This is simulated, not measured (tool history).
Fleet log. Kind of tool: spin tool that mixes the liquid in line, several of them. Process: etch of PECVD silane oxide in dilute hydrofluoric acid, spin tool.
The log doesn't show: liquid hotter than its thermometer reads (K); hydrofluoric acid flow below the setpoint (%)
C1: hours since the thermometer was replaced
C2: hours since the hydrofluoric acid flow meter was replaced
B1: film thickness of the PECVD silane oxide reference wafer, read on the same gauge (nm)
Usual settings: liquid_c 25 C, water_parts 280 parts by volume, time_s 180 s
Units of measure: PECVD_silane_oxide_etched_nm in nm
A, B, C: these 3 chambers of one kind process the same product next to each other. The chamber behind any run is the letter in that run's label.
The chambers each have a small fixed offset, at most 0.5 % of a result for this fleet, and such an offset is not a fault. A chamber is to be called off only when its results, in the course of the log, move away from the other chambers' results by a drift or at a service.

Run 1A, hour 6.3: usual settings; C1 1298.9; C2 650.4; B1 119.97. Result: PECVD_silane_oxide_etched_nm 12.768 nm.
Run 2B, hour 13.3: usual settings; C1 444.5; C2 202; B1 120.01. Result: PECVD_silane_oxide_etched_nm 12.771 nm.
Run 3C, hour 21.2: usual settings; C1 568.5; C2 194.8; B1 120.02. Result: PECVD_silane_oxide_etched_nm 12.879 nm.
Run 4B, hour 31: usual settings; C1 462.2; C2 219.7; B1 120.03. Result: PECVD_silane_oxide_etched_nm 12.763 nm.
Run 5C, hour 42: usual settings; C1 589.3; C2 215.6; B1 120.03. Result: PECVD_silane_oxide_etched_nm 12.685 nm.
Run 6A, hour 47.4: usual settings; C1 1340; C2 691.5; B1 119.98. Result: PECVD_silane_oxide_etched_nm 12.803 nm.
Run 7C, hour 53: usual settings; C1 600.3; C2 226.6; B1 120. Result: PECVD_silane_oxide_etched_nm 12.832 nm.
Run 8A, hour 63.4: usual settings; C1 1356; C2 707.5; B1 120.01. Result: PECVD_silane_oxide_etched_nm 12.728 nm.
Run 9B, hour 73.8: usual settings but water_parts 145 parts by volume; C1 505; C2 262.5; B1 119.99. Result: PECVD_silane_oxide_etched_nm 28.481 nm.
Run 10C, hour 79.4: usual settings but water_parts 145 parts by volume; C1 626.7; C2 253; B1 120.01. Result: PECVD_silane_oxide_etched_nm 27.93 nm.
Run 11A, hour 88.9: usual settings but water_parts 145 parts by volume; C1 1381.5; C2 733; B1 119.98. Result: PECVD_silane_oxide_etched_nm 28.33 nm.
Run 12B, hour 98.3: usual settings; C1 529.5; C2 287; B1 119.99. Result: PECVD_silane_oxide_etched_nm 12.656 nm.
Run 13A, hour 107.7: usual settings; C1 1400.3; C2 751.8; B1 120.02. Result: PECVD_silane_oxide_etched_nm 12.884 nm.
Run 14B, hour 115.2: usual settings; C1 546.4; C2 303.9; B1 119.98. Result: PECVD_silane_oxide_etched_nm 12.798 nm.
Run 15C, hour 122.1: usual settings; C1 669.4; C2 295.7; B1 120.02. Result: PECVD_silane_oxide_etched_nm 12.782 nm.
Run 16A, hour 130.8: usual settings; C1 1423.4; C2 774.9; B1 120.04. Result: PECVD_silane_oxide_etched_nm 12.967 nm.
Run 17C, hour 141.3: usual settings; C1 688.6; C2 314.9; B1 120.05. Result: PECVD_silane_oxide_etched_nm 12.785 nm.
Run 18B, hour 148.8: usual settings; C1 580; C2 337.5; B1 120. Result: PECVD_silane_oxide_etched_nm 12.688 nm.
Run 19A, hour 159.5: usual settings but water_parts 160 parts by volume; C1 1452.1; C2 803.6; B1 120.03. Result: PECVD_silane_oxide_etched_nm 25.672 nm.
Run 20B, hour 164.4: usual settings but water_parts 160 parts by volume; C1 595.6; C2 353.1; B1 120.04. Result: PECVD_silane_oxide_etched_nm 25.309 nm.
Run 21C, hour 175.1: usual settings but water_parts 160 parts by volume; C1 722.4; C2 348.7; B1 120.03. Result: PECVD_silane_oxide_etched_nm 25.03 nm.
Run 22A, hour 183.8: usual settings; C1 1476.4; C2 827.9; B1 120. Result: PECVD_silane_oxide_etched_nm 12.974 nm.
Run 23C, hour 191.4: usual settings; C1 738.7; C2 365; B1 120.02. Result: PECVD_silane_oxide_etched_nm 12.705 nm.
Run 24B, hour 197.9: usual settings; C1 629.1; C2 386.6; B1 119.98. Result: PECVD_silane_oxide_etched_nm 12.628 nm.
Run 25B, hour 208.9: usual settings; C1 640.1; C2 397.6; B1 119.99. Result: PECVD_silane_oxide_etched_nm 12.727 nm.
Run 26C, hour 216.8: usual settings; C1 764.1; C2 390.4; B1 120.01. Result: PECVD_silane_oxide_etched_nm 12.9 nm.
Run 27A, hour 222.6: usual settings; C1 1515.2; C2 866.7; B1 119.96. Result: PECVD_silane_oxide_etched_nm 13.043 nm.
Run 28B, hour 232.3: usual settings; C1 663.5; C2 421; B1 120. Result: PECVD_silane_oxide_etched_nm 12.867 nm.
Run 29A, hour 237.6: usual settings; C1 1530.2; C2 881.7; B1 120.02. Result: PECVD_silane_oxide_etched_nm 13.121 nm.
Run 30C, hour 243.4: usual settings; C1 790.7; C2 417; B1 120. Result: PECVD_silane_oxide_etched_nm 12.827 nm.
Run 31B, hour 251.5: usual settings but liquid_c 21.5 C; C1 682.7; C2 440.2; B1 119.96. Result: PECVD_silane_oxide_etched_nm 11.086 nm.
Run 32A, hour 260.2: usual settings but liquid_c 21.5 C; C1 1552.8; C2 904.3; B1 120. Result: PECVD_silane_oxide_etched_nm 11.597 nm.
Run 33C, hour 267.5: usual settings but liquid_c 21.5 C; C1 814.8; C2 441.1; B1 119.98. Result: PECVD_silane_oxide_etched_nm 11.299 nm.
Run 34B, hour 275: usual settings; C1 706.2; C2 463.7; B1 119.98. Result: PECVD_silane_oxide_etched_nm 12.799 nm.
Run 35C, hour 281.5: usual settings; C1 828.8; C2 455.1; B1 120.01. Result: PECVD_silane_oxide_etched_nm 12.822 nm.
Run 36A, hour 289.7: usual settings; C1 1582.3; C2 933.8; B1 120.01. Result: PECVD_silane_oxide_etched_nm 13.279 nm.
Run 37B, hour 299.3: usual settings but time_s 140 s; C1 730.5; C2 488; B1 119.95. Result: PECVD_silane_oxide_etched_nm 9.9065 nm.
Run 38C, hour 306.8: usual settings but time_s 140 s; C1 854.1; C2 480.4; B1 120.02. Result: PECVD_silane_oxide_etched_nm 10.015 nm.
Run 39A, hour 316.3: usual settings but time_s 140 s; C1 1608.9; C2 960.4; B1 119.98. Result: PECVD_silane_oxide_etched_nm 10.392 nm.
Run 40C, hour 325.2: usual settings; C1 872.5; C2 498.8; B1 119.97. Result: PECVD_silane_oxide_etched_nm 12.815 nm.
Run 41B, hour 333.2: usual settings but liquid_c 20.5 C, time_s 230 s; C1 764.4; C2 521.9; B1 119.97. Result: PECVD_silane_oxide_etched_nm 13.754 nm.
Run 42A, hour 340.5: usual settings but liquid_c 20.5 C, time_s 230 s; C1 1633.1; C2 984.6; B1 120.04. Result: PECVD_silane_oxide_etched_nm 14.484 nm.
Run 43B, hour 346.2: usual settings but liquid_c 20.5 C, time_s 230 s; C1 777.4; C2 534.9; B1 120.01. Result: PECVD_silane_oxide_etched_nm 13.881 nm.
Run 44C, hour 355: usual settings; C1 902.3; C2 528.6; B1 119.97. Result: PECVD_silane_oxide_etched_nm 12.83 nm.

For the next run the whole fleet of 3 chambers uses the same settings. Give each chamber's results:
Run 45A, hour 362.9: usual settings. Result: PECVD_silane_oxide_etched_nm ?.
Run 45B, hour 362.9: usual settings. Result: PECVD_silane_oxide_etched_nm ?.
Run 45C, hour 362.9: usual settings. Result: PECVD_silane_oxide_etched_nm ?.

run  PECVD_silane_oxide_etched_nm
45A                        13.405
45B                        12.786
45C                         12.73
